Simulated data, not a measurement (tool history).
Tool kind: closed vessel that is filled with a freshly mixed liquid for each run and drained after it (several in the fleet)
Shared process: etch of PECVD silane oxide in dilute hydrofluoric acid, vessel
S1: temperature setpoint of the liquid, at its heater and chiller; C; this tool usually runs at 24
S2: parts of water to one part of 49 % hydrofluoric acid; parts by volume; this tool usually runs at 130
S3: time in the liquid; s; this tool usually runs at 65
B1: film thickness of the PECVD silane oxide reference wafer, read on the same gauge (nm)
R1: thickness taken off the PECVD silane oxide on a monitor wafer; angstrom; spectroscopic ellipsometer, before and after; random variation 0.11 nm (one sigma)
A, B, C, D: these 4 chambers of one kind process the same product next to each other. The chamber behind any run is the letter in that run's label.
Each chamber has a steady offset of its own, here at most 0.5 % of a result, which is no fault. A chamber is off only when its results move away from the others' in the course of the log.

run    day  S1   S2  S3      B1       R1
 1A  0.296  24  130  65  79.989  164.400
 2C  0.512  24  130  65  80.005  162.490
 3B  0.804  24  130  65  79.997  163.190
 4D  1.062  24  130  65  80.007  165.670
 5D  1.392  24  130  65  79.985  161.430
 6B  1.688  24  130  65  80.004  163.910
 7A  1.992  24  130  65  80.011  163.400
 8C  2.267  24  130  65  80.008  162.850
 9D  2.546  24  130  65  79.994  163.060
10A  2.829  24  130  65  79.997  164.440
11B  3.038  24  130  65  79.992  163.050
12C  3.333  24  130  65  80.035  162.670
     3.342  -- chamber A: thermometer replaced
     3.417  -- chamber C: hydrofluoric acid flow meter replaced
13D  3.700  24  130  65  80.014  162.210
14B  4.042  24  190  30  80.034   47.442
15A  4.325  24  190  30  80.016   47.830
16C  4.538  24  190  30  79.984   47.778
17D  4.812  24  190  30  79.991   48.171
18A  4.979  24  130  65  80.004  162.090
19C  5.225  24  130  65  79.997  160.570
20B  5.404  24  130  65  79.989  163.830
21A  5.692  24  130  65  79.968  162.760
22C  5.896  24  130  65  79.999  163.740
23D  6.246  24  130  65  79.986  163.520
24B  6.579  24  130  65  80.014  161.930
25C  6.838  24  185  65  80.029  107.050
26B  6.996  24  185  65  79.996  106.450
27A  7.317  24  185  65  80.032  107.130
28D  7.529  24  185  65  80.043  108.210

Is one chamber out of step, is the gauge drifting, or do the chambers differ by no more than their own small offsets? For an off chamber, give its letter and the likeliest cause.

The fleet is healthy, with each chamber sitting at its usual small offset and no drift in the gauge.
